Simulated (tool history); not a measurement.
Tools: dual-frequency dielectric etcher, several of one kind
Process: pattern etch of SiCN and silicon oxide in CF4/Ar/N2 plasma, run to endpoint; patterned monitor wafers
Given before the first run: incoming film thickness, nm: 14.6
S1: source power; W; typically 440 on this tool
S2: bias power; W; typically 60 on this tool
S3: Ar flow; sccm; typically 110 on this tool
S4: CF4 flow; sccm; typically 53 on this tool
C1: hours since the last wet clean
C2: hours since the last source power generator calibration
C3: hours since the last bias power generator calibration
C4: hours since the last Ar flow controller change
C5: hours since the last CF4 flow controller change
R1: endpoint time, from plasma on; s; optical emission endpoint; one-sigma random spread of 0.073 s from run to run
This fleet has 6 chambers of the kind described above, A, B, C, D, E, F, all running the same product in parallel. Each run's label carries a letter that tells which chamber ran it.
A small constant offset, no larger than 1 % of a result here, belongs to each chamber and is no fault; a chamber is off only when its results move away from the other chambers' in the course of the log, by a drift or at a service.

| run | hour | S1 | S2 | S3 | S4 | C1 | C2 | C3 | C4 | C5 | R1 |
|---|---|---|---|---|---|---|---|---|---|---|---|
| 1F | 7.4 | 440 | 60 | 110 | 53 | 454.3 | 979.4 | 1041.5 | 4632.1 | 2534.6 | 19.684 |
| 2A | 14.9 | 440 | 60 | 110 | 53 | 368.9 | 4411 | 796.9 | 1323.6 | 3755.3 | 19.57 |
|  | 21.6 | chamber A: wet clean of the chamber |
| 3C | 22.1 | 440 | 60 | 110 | 53 | 255.6 | 497.2 | 2581.2 | 644.5 | 3694.3 | 19.578 |
| 4B | 25.7 | 440 | 60 | 110 | 53 | 251.6 | 1313.7 | 1520.4 | 4313.1 | 2536 | 19.707 |
| 5E | 30.3 | 440 | 60 | 110 | 53 | 137.3 | 2355.1 | 1181.7 | 925.5 | 114.8 | 19.524 |
| 6D | 34.8 | 440 | 60 | 110 | 53 | 142.3 | 838.3 | 3299.8 | 675 | 2893 | 19.8 |
| 7A | 39.6 | 440 | 60 | 110 | 53 | 18.1 | 4435.7 | 821.6 | 1348.3 | 3780 | 19.576 |
| 8C | 43.7 | 440 | 65 | 110 | 53 | 277.2 | 518.8 | 2602.8 | 666.1 | 3715.9 | 19.055 |
| 9B | 48.4 | 440 | 65 | 110 | 53 | 274.3 | 1336.4 | 1543.1 | 4335.8 | 2558.7 | 19.208 |
| 10E | 52.7 | 440 | 65 | 110 | 53 | 159.7 | 2377.5 | 1204.1 | 947.9 | 137.2 | 19.046 |
| 11F | 58.7 | 440 | 65 | 110 | 53 | 505.6 | 1030.7 | 1092.8 | 4683.4 | 2585.9 | 19.101 |
| 12D | 62.4 | 440 | 65 | 110 | 53 | 169.9 | 865.9 | 3327.4 | 702.6 | 2920.6 | 19.268 |
| 13D | 67.5 | 440 | 65 | 110 | 53 | 175 | 871 | 3332.5 | 707.7 | 2925.7 | 19.275 |
| 14C | 71.3 | 440 | 60 | 110 | 53 | 304.8 | 546.4 | 2630.4 | 693.7 | 3743.5 | 19.543 |
| 15F | 75.5 | 440 | 60 | 110 | 53 | 522.4 | 1047.5 | 1109.6 | 4700.2 | 2602.7 | 19.687 |
|  | 81.4 | chamber F: wet clean of the chamber |
| 16B | 82.4 | 440 | 60 | 110 | 53 | 308.3 | 1370.4 | 1577.1 | 4369.8 | 2592.7 | 19.64 |
| 17E | 86 | 440 | 60 | 110 | 53 | 193 | 2410.8 | 1237.4 | 981.2 | 170.5 | 19.42 |
| 18A | 91.5 | 440 | 60 | 110 | 53 | 70 | 4487.6 | 873.5 | 1400.2 | 3831.9 | 19.545 |
| 19A | 95 | 440 | 60 | 128 | 53 | 73.5 | 4491.1 | 877 | 1403.7 | 3835.4 | 20.018 |
| 20E | 101.2 | 440 | 60 | 128 | 53 | 208.2 | 2426 | 1252.6 | 996.4 | 185.7 | 20.071 |
| 21F | 106.4 | 440 | 60 | 128 | 53 | 25 | 1078.4 | 1140.5 | 4731.1 | 2633.6 | 19.393 |
| 22B | 110.2 | 440 | 60 | 128 | 53 | 336.1 | 1398.2 | 1604.9 | 4397.6 | 2620.5 | 20.221 |
| 23D | 116 | 440 | 60 | 128 | 53 | 223.5 | 919.5 | 3381 | 756.2 | 2974.2 | 20.287 |
| 24C | 120 | 440 | 60 | 128 | 53 | 353.5 | 595.1 | 2679.1 | 742.4 | 3792.2 | 20.194 |
| 25A | 125.9 | 440 | 60 | 110 | 53 | 104.4 | 4522 | 907.9 | 1434.6 | 3866.3 | 19.541 |
| 26F | 129.4 | 440 | 60 | 110 | 53 | 48 | 1101.4 | 1163.5 | 4754.1 | 2656.6 | 18.847 |
| 27C | 134.3 | 440 | 60 | 110 | 53 | 367.8 | 609.4 | 2693.4 | 756.7 | 3806.5 | 19.563 |
| 28B | 139.2 | 440 | 60 | 110 | 53 | 365.1 | 1427.2 | 1633.9 | 4426.6 | 2649.5 | 19.559 |
| 29E | 143.6 | 440 | 60 | 110 | 53 | 250.6 | 2468.4 | 1295 | 1038.8 | 228.1 | 19.446 |
| 30D | 148.7 | 440 | 60 | 110 | 53 | 256.2 | 952.2 | 3413.7 | 788.9 | 3006.9 | 19.681 |
| 31D | 155.3 | 440 | 60 | 110 | 53 | 262.8 | 958.8 | 3420.3 | 795.5 | 3013.5 | 19.797 |
| 32F | 161 | 440 | 60 | 110 | 53 | 79.6 | 1133 | 1195.1 | 4785.7 | 2688.2 | 18.83 |
| 33A | 168.2 | 440 | 60 | 110 | 53 | 146.7 | 4564.3 | 950.2 | 1476.9 | 3908.6 | 19.565 |
|  | 168.6 | chamber C: wet clean of the chamber |
|  | 171 | chamber B: wet clean of the chamber |
| 34E | 173.9 | 440 | 73 | 110 | 53 | 280.9 | 2498.7 | 1325.3 | 1069.1 | 258.4 | 18.109 |
| 35C | 181 | 440 | 73 | 110 | 53 | 12.4 | 656.1 | 2740.1 | 803.4 | 3853.2 | 18.255 |
| 36B | 187.6 | 440 | 73 | 110 | 53 | 16.7 | 1475.6 | 1682.3 | 4475 | 2697.9 | 18.363 |
| 37C | 194.9 | 440 | 73 | 110 | 53 | 26.3 | 670 | 2754 | 817.3 | 3867.1 | 18.264 |
| 38F | 198.7 | 440 | 73 | 110 | 53 | 117.3 | 1170.7 | 1232.8 | 4823.4 | 2725.9 | 17.518 |
| 39E | 203 | 440 | 73 | 110 | 53 | 310 | 2527.8 | 1354.4 | 1098.2 | 287.5 | 18.284 |
| 40B | 207 | 440 | 60 | 110 | 53 | 36.1 | 1495 | 1701.7 | 4494.4 | 2717.3 | 19.594 |
|  | 212.7 | chamber A: source power generator calibrated |
| 41A | 214 | 440 | 60 | 110 | 53 | 192.5 | 1.4 | 996 | 1522.7 | 3954.4 | 19.691 |
| 42D | 219.7 | 440 | 60 | 110 | 53 | 327.2 | 1023.2 | 3484.7 | 859.9 | 3077.9 | 19.888 |
| 43A | 223.5 | 440 | 60 | 135 | 53 | 202 | 10.9 | 1005.5 | 1532.2 | 3963.9 | 20.483 |
| 44F | 230.6 | 440 | 60 | 135 | 53 | 149.2 | 1202.6 | 1264.7 | 4855.3 | 2757.8 | 19.518 |

Next, every chamber runs the same settings. What will each give?
| 45A | 236 | 440 | 60 | 110 | 59 |  |  |  |  |  | ? |
| 45B | 236 | 440 | 60 | 110 | 59 |  |  |  |  |  | ? |
| 45C | 236 | 440 | 60 | 110 | 59 |  |  |  |  |  | ? |
| 45D | 236 | 440 | 60 | 110 | 59 |  |  |  |  |  | ? |
| 45E | 236 | 440 | 60 | 110 | 59 |  |  |  |  |  | ? |
| 45F | 236 | 440 | 60 | 110 | 59 |  |  |  |  |  | ? |

| run | R1 |
|---|---|
| 45A | 19.158 |
| 45B | 19.351 |
| 45C | 19.269 |
| 45D | 19.437 |
| 45E | 19.116 |
| 45F | 18.467 |

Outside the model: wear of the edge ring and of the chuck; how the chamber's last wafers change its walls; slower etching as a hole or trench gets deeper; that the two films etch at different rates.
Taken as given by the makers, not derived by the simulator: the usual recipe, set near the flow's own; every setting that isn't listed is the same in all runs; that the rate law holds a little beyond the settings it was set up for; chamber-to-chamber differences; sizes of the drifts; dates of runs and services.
